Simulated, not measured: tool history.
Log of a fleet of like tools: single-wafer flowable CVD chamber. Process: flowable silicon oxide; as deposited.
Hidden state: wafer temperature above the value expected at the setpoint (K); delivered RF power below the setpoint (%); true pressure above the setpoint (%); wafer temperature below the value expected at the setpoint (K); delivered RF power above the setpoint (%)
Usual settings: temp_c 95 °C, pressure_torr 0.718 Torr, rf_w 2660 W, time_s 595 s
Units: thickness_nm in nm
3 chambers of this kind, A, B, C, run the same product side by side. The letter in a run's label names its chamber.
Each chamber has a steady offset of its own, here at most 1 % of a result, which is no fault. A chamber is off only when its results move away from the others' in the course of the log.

run   hour  temp_c  pressure_torr  rf_w  time_s  hours since the last thermocouple change  hours since the last RF generator calibration  hours since the last manometer calibration  read-back reference wafer on the same gauge, thickness_nm  thickness_nm
 1A    4.7      95          0.718  2660     595                                     513.8                                         2247.4                                         632                                                     346.85         387.9
 2B   13.4      95          0.718  2660     595                                    2446.8                                         1729.9                                      2266.4                                                     347.06        384.45
 3C   18.7      95          0.718  2660     595                                     727.6                                         2186.6                                       378.5                                                     346.96        389.17
 4A   23.7      95          0.718  2660     595                                     532.8                                         2266.4                                         651                                                     346.95        390.01
 5C   30.1      95          0.718  2660     595                                       739                                           2198                                       389.9                                                     347.32        390.35
 6B   38.6      95          0.718  2660     595                                      2472                                         1755.1                                      2291.6                                                      347.1        385.15
 7B   47.6      95          0.718  2660     595                                      2481                                         1764.1                                      2300.6                                                     346.99        385.77
 8C   53.5      95          0.718  2660     595                                     762.4                                         2221.4                                       413.3                                                     347.25        388.84
 9A   63.7      95          0.718  2660     595                                     572.8                                         2306.4                                         691                                                     347.03        387.76
10A   72.9      95          0.718  2660     595                                       582                                         2315.6                                       700.2                                                     346.97        388.19
11B   78.1      87          0.605  2660     595                                    2511.5                                         1794.6                                      2331.1                                                     346.91        394.89
12C     88      87          0.605  2660     595                                     796.9                                         2255.9                                       447.8                                                     346.99        400.62
13B   94.8      87          0.605  2660     595                                    2528.2                                         1811.3                                      2347.8                                                     346.98        395.32
14C  100.7      95          0.718  2660     595                                     809.6                                         2268.6                                       460.5                                                     347.03        390.32
15A  106.9      95          0.718  2660     595                                       616                                         2349.6                                       734.2                                                     347.14        388.03
     108.9  -- chamber B: thermocouple changed; heater temperature recalibrated
16B  114.6      95          0.871  2850     595                                       5.7                                         1831.1                                      2367.6                                                     346.94        510.78
17C  121.2      95          0.871  2850     595                                     830.1                                         2289.1                                         481                                                     346.94        501.43
18A  130.2      95          0.871  2850     595                                     639.3                                         2372.9                                       757.5                                                     346.87         500.8
19B  135.8      95          0.718  2660     595                                      26.9                                         1852.3                                      2388.8                                                     346.98           395
20A  145.3      95          0.718  2660     595                                     654.4                                           2388                                       772.6                                                     347.18        388.58
21C  150.9      95          0.718  2660     595                                     859.8                                         2318.8                                       510.7                                                     347.01         389.9
22A  155.6      95          0.718  2660     595                                     664.7                                         2398.3                                       782.9                                                     347.01        388.07
     160.4  -- chamber C: RF generator calibrated
23C  161.4      95          0.718  2660     595                                     870.3                                              1                                       521.2                                                        347        389.37
24B  167.9      95          0.718  2660     595                                        59                                         1884.4                                      2420.9                                                     347.15        393.57
25B  176.3      95          0.718  2660     595                                      67.4                                         1892.8                                      2429.3                                                     346.99        395.37
26C  184.9      95          0.718  2660     595                                     893.8                                           24.5                                       544.7                                                     347.12        389.26
27A  191.5      95          0.718  2660     595                                     700.6                                         2434.2                                       818.8                                                     346.81        387.84

Is one chamber off against the others, does the gauge drift, or is nothing wrong? If a chamber is off, say which, and what the likeliest cause is.

A service left chamber B off against the others.
Cause: wafer temperature below the value expected at the setpoint (K) = 0.75.

Here are 4 candidates for chamber B's next run, each the usual settings with a change, their results left as question marks. Which one brings its results back in line with what the others give on the usual settings?
In line means no further than this from the other chambers' mean on the usual settings: thickness_nm 3.1 nm
28B-1   199      94          0.718  2660     595                                                                                                                                                                                                             ?
28B-2   199      96          0.718  2660     595                                                                                                                                                                                                             ?
28B-3   199      95          0.718  2660     586                                                                                                                                                                                                             ?
28B-4   199      95          0.724  2660     597                                                                                                                                                                                                             ?

The other chambers' mean on the usual settings: thickness_nm 388.8 nm
  run  thickness_nm
28B-1        408.74
28B-2         382.3
28B-3        389.28
28B-4        401.07
28B-3 brings the chamber back in line.
